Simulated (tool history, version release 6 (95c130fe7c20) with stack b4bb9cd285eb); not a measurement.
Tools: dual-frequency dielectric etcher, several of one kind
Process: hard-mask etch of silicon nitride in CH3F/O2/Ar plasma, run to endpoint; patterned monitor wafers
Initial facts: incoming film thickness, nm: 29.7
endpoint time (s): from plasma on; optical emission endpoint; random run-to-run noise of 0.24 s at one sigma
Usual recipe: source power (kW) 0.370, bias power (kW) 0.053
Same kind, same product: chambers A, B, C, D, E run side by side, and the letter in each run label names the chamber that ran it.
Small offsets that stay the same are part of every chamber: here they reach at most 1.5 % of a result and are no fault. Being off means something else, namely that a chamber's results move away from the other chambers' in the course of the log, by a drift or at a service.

{"run": "1E", "hour": 6.9, "source power (kW)": 0.37, "bias power (kW)": 0.053, "endpoint time (s)": 49.392}
{"run": "2D", "hour": 15.0, "source power (kW)": 0.37, "bias power (kW)": 0.053, "endpoint time (s)": 49.879}
{"run": "3C", "hour": 20.4, "source power (kW)": 0.37, "bias power (kW)": 0.053, "endpoint time (s)": 48.478}
{"run": "4B", "hour": 28.9, "source power (kW)": 0.37, "bias power (kW)": 0.053, "endpoint time (s)": 49.052}
{"run": "5A", "hour": 37.0, "source power (kW)": 0.37, "bias power (kW)": 0.053, "endpoint time (s)": 48.623}
{"run": "6A", "hour": 47.3, "source power (kW)": 0.37, "bias power (kW)": 0.053, "endpoint time (s)": 48.901}
{"run": "7C", "hour": 58.6, "source power (kW)": 0.37, "bias power (kW)": 0.053, "endpoint time (s)": 48.884}
{"run": "8D", "hour": 70.5, "source power (kW)": 0.41, "bias power (kW)": 0.053, "endpoint time (s)": 47.641}
{"run": "9E", "hour": 81.8, "source power (kW)": 0.41, "bias power (kW)": 0.053, "endpoint time (s)": 47.69}
{"run": "10B", "hour": 89.6, "source power (kW)": 0.41, "bias power (kW)": 0.053, "endpoint time (s)": 47.315}
{"run": "11D", "hour": 96.6, "source power (kW)": 0.41, "bias power (kW)": 0.053, "endpoint time (s)": 47.113}
{"run": "12C", "hour": 102.6, "source power (kW)": 0.41, "bias power (kW)": 0.053, "endpoint time (s)": 46.411}
{"run": "13E", "hour": 110.6, "source power (kW)": 0.37, "bias power (kW)": 0.053, "endpoint time (s)": 49.377}
{"hour": 112.7, "done": "chamber A: wet clean of the chamber"}
{"run": "14B", "hour": 119.2, "source power (kW)": 0.37, "bias power (kW)": 0.053, "endpoint time (s)": 48.946}
{"run": "15A", "hour": 127.5, "source power (kW)": 0.37, "bias power (kW)": 0.053, "endpoint time (s)": 50.038}
{"run": "16C", "hour": 135.7, "source power (kW)": 0.37, "bias power (kW)": 0.047, "endpoint time (s)": 50.736}
{"hour": 136.6, "done": "chamber D: wet clean of the chamber"}
{"run": "17B", "hour": 145.8, "source power (kW)": 0.37, "bias power (kW)": 0.047, "endpoint time (s)": 50.954}
{"run": "18A", "hour": 156.6, "source power (kW)": 0.37, "bias power (kW)": 0.047, "endpoint time (s)": 52.565}
{"run": "19E", "hour": 168.6, "source power (kW)": 0.37, "bias power (kW)": 0.047, "endpoint time (s)": 51.684}
{"run": "20D", "hour": 175.1, "source power (kW)": 0.37, "bias power (kW)": 0.047, "endpoint time (s)": 51.123}
{"hour": 178.3, "done": "chamber D: bias power generator calibrated"}
{"run": "21E", "hour": 182.7, "source power (kW)": 0.28, "bias power (kW)": 0.063, "endpoint time (s)": 51.921}
{"run": "22A", "hour": 193.3, "source power (kW)": 0.28, "bias power (kW)": 0.063, "endpoint time (s)": 53.184}
{"run": "23C", "hour": 198.9, "source power (kW)": 0.28, "bias power (kW)": 0.063, "endpoint time (s)": 51.338}
{"run": "24B", "hour": 210.2, "source power (kW)": 0.28, "bias power (kW)": 0.063, "endpoint time (s)": 51.354}
{"run": "25D", "hour": 216.6, "source power (kW)": 0.28, "bias power (kW)": 0.063, "endpoint time (s)": 51.513}
{"hour": 225.4, "done": "chamber E: wet clean of the chamber"}
{"run": "26C", "hour": 226.3, "source power (kW)": 0.37, "bias power (kW)": 0.053, "endpoint time (s)": 48.034}
{"hour": 228.9, "done": "chamber B: wet clean of the chamber"}
{"run": "27A", "hour": 232.5, "source power (kW)": 0.37, "bias power (kW)": 0.053, "endpoint time (s)": 50.812}
{"run": "28B", "hour": 240.2, "source power (kW)": 0.37, "bias power (kW)": 0.053, "endpoint time (s)": 49.702}
{"run": "29E", "hour": 251.6, "source power (kW)": 0.37, "bias power (kW)": 0.053, "endpoint time (s)": 49.837}
{"run": "30D", "hour": 262.9, "source power (kW)": 0.37, "bias power (kW)": 0.053, "endpoint time (s)": 48.928}
{"hour": 271.4, "done": "chamber C: bias power generator calibrated"}
{"run": "31A", "hour": 271.6, "source power (kW)": 0.37, "bias power (kW)": 0.053, "endpoint time (s)": 50.526}
{"run": "32D", "hour": 280.1, "source power (kW)": 0.37, "bias power (kW)": 0.053, "endpoint time (s)": 49.314}
{"run": "33C", "hour": 285.7, "source power (kW)": 0.37, "bias power (kW)": 0.053, "endpoint time (s)": 48.708}
{"run": "34B", "hour": 292.1, "source power (kW)": 0.37, "bias power (kW)": 0.053, "endpoint time (s)": 48.988}
{"run": "35E", "hour": 297.7, "source power (kW)": 0.37, "bias power (kW)": 0.053, "endpoint time (s)": 49.771}

Next, every chamber runs the same settings. What will each give?
{"run": "36A", "hour": 306.4, "source power (kW)": 0.31, "bias power (kW)": 0.053, "endpoint time (s)": "?"}
{"run": "36B", "hour": 306.4, "source power (kW)": 0.31, "bias power (kW)": 0.053, "endpoint time (s)": "?"}
{"run": "36C", "hour": 306.4, "source power (kW)": 0.31, "bias power (kW)": 0.053, "endpoint time (s)": "?"}
{"run": "36D", "hour": 306.4, "source power (kW)": 0.31, "bias power (kW)": 0.053, "endpoint time (s)": "?"}
{"run": "36E", "hour": 306.4, "source power (kW)": 0.31, "bias power (kW)": 0.053, "endpoint time (s)": "?"}

run=36A endpoint_time_(s)=54.230
run=36B endpoint_time_(s)=52.461
run=36C endpoint_time_(s)=51.927
run=36D endpoint_time_(s)=52.692
run=36E endpoint_time_(s)=52.901

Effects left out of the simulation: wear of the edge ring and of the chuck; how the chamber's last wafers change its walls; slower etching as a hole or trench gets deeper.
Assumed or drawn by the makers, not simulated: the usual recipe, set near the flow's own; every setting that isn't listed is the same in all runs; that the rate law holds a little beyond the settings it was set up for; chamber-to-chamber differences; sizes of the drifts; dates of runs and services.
